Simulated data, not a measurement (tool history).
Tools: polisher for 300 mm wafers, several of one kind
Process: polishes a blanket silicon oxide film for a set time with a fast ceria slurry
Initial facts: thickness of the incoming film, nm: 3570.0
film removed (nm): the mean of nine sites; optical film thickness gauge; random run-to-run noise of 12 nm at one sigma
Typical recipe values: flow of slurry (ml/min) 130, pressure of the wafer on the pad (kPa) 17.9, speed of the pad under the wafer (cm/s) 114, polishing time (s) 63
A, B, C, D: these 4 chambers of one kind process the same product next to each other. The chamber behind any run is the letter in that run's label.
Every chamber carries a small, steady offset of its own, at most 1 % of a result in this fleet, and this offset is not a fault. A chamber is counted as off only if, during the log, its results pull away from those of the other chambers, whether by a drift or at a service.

| run | hour | flow of slurry (ml/min) | pressure of the wafer on the pad (kPa) | speed of the pad under the wafer (cm/s) | polishing time (s) | wafers polished on this pad | hours since the slurry nozzle was cleaned | hours since the head pressure was calibrated | film removed (nm) |
|---|---|---|---|---|---|---|---|---|---|
|  | 2.9 | chamber B: worn pad replaced by a new one |
| 1A | 11 | 130 | 17.9 | 114 | 63 | 1194 | 369.6 | 203 | 968.47 |
|  | 20.7 | chamber A: worn pad replaced by a new one |
| 2B | 25.2 | 130 | 17.9 | 114 | 63 | 316 | 411.2 | 901.1 | 950.51 |
| 3C | 39.1 | 130 | 17.9 | 114 | 63 | 999 | 222.9 | 61.3 | 983.22 |
| 4D | 46.5 | 130 | 17.9 | 114 | 63 | 780 | 188.8 | 255.4 | 958.98 |
| 5A | 54.1 | 130 | 17.9 | 114 | 63 | 473 | 412.7 | 246.1 | 962.19 |
|  | 56.5 | chamber C: worn pad replaced by a new one |
| 6D | 68.5 | 130 | 17.9 | 114 | 63 | 1091 | 210.8 | 277.4 | 956.88 |
|  | 76 | chamber D: worn pad replaced by a new one |
|  | 77.8 | chamber D: slurry nozzle cleaned |
|  | 78.3 | chamber A: slurry nozzle cleaned |
| 7B | 82.2 | 130 | 17.9 | 114 | 63 | 1123 | 468.2 | 958.1 | 966.99 |
|  | 87.4 | chamber B: worn pad replaced by a new one |
| 8C | 91.9 | 130 | 17.9 | 114 | 63 | 501 | 275.7 | 114.1 | 977.58 |
| 9B | 99.3 | 130 | 17.9 | 114 | 63 | 168 | 485.3 | 975.2 | 951.8 |
|  | 100.6 | chamber A: worn pad replaced by a new one |
| 10D | 107.5 | 130 | 17.9 | 114 | 63 | 446 | 29.7 | 316.4 | 975.21 |
| 11A | 114.8 | 130 | 17.9 | 114 | 63 | 200 | 36.6 | 306.8 | 972.81 |
| 12C | 130.6 | 130 | 17.9 | 114 | 63 | 1049 | 314.4 | 152.8 | 970.86 |
|  | 137.2 | chamber C: worn pad replaced by a new one |
| 13A | 140.5 | 130 | 17.9 | 114 | 63 | 564 | 62.3 | 332.5 | 973.54 |
| 14D | 155.3 | 130 | 17.9 | 114 | 63 | 1122 | 77.5 | 364.2 | 972.54 |
| 15B | 165.1 | 130 | 17.9 | 86 | 63 | 1099 | 551.1 | 1041 | 727.96 |
|  | 170.1 | chamber D: worn pad replaced by a new one |
| 16C | 176.3 | 130 | 17.9 | 86 | 63 | 554 | 360.1 | 198.5 | 728.01 |
|  | 182 | chamber B: worn pad replaced by a new one |
|  | 184.2 | chamber B: head pressure recalibrated |
| 17C | 189.2 | 130 | 17.9 | 86 | 63 | 736 | 373 | 211.4 | 735.06 |
|  | 197.4 | chamber A: worn pad replaced by a new one |
| 18A | 202.8 | 130 | 17.9 | 86 | 63 | 77 | 124.6 | 394.8 | 718.1 |
| 19B | 210.1 | 130 | 17.9 | 114 | 63 | 398 | 596.1 | 26 | 983.44 |
| 20D | 218.6 | 130 | 17.9 | 114 | 63 | 686 | 140.8 | 427.5 | 961.04 |
|  | 221.5 | chamber C: worn pad replaced by a new one |
| 21B | 231.6 | 130 | 17.9 | 114 | 63 | 702 | 617.6 | 47.5 | 981.45 |
| 22A | 246.4 | 130 | 17.9 | 114 | 63 | 694 | 168.2 | 438.4 | 977.45 |
|  | 254.5 | chamber D: worn pad replaced by a new one |
| 23C | 256.6 | 130 | 17.9 | 114 | 63 | 497 | 440.4 | 278.8 | 958.25 |
|  | 264 | chamber B: worn pad replaced by a new one |
| 24D | 266.7 | 130 | 17.9 | 114 | 63 | 172 | 188.9 | 475.6 | 978.09 |
|  | 267.1 | chamber D: slurry nozzle cleaned |
| 25B | 282.8 | 130 | 17.9 | 114 | 63 | 266 | 668.8 | 98.7 | 957.41 |
|  | 286.7 | chamber A: worn pad replaced by a new one |
| 26C | 289.8 | 130 | 17.9 | 114 | 63 | 967 | 473.6 | 312 | 983.52 |
| 27A | 304.2 | 130 | 17.9 | 114 | 63 | 248 | 226 | 496.2 | 971.58 |
| 28D | 316.6 | 130 | 13.1 | 100 | 63 | 878 | 49.5 | 525.5 | 626.75 |
|  | 318.2 | chamber C: worn pad replaced by a new one |
|  | 324 | chamber C: slurry nozzle cleaned |
| 29A | 325.6 | 130 | 13.1 | 100 | 63 | 551 | 247.4 | 517.6 | 617.5 |
|  | 329.6 | chamber D: head pressure recalibrated |
| 30D | 333.9 | 130 | 13.1 | 100 | 63 | 1123 | 66.8 | 4.3 | 640.15 |
| 31B | 343 | 130 | 13.1 | 100 | 63 | 1118 | 729 | 158.9 | 617.89 |
|  | 348.7 | chamber D: worn pad replaced by a new one |
|  | 352.9 | chamber B: worn pad replaced by a new one |
| 32C | 356.2 | 130 | 17.9 | 114 | 63 | 538 | 32.3 | 378.4 | 960.16 |
| 33A | 369.4 | 130 | 17.9 | 114 | 63 | 1171 | 291.2 | 561.4 | 961.35 |
|  | 369.6 | chamber C: head pressure recalibrated |
|  | 369.6 | chamber A: worn pad replaced by a new one |
| 34C | 382.8 | 150 | 17.9 | 90 | 63 | 915 | 58.9 | 13.2 | 781.62 |
| 35B | 394 | 150 | 17.9 | 90 | 63 | 582 | 780 | 209.9 | 765.26 |
| 36D | 403.8 | 150 | 17.9 | 90 | 63 | 780 | 136.7 | 74.2 | 788.93 |
| 37A | 413.4 | 150 | 17.9 | 90 | 63 | 620 | 335.2 | 605.4 | 782.33 |
| 38B | 428 | 130 | 17.9 | 114 | 63 | 1063 | 814 | 243.9 | 975.19 |

Which is it: a chamber that has drifted or been left off by a service, a gauge drift common to all chambers, or only each chamber's usual small offset? If a chamber is off, name it and its likeliest cause.

No chamber stands off beyond its own small offset, and the gauge holds steady.
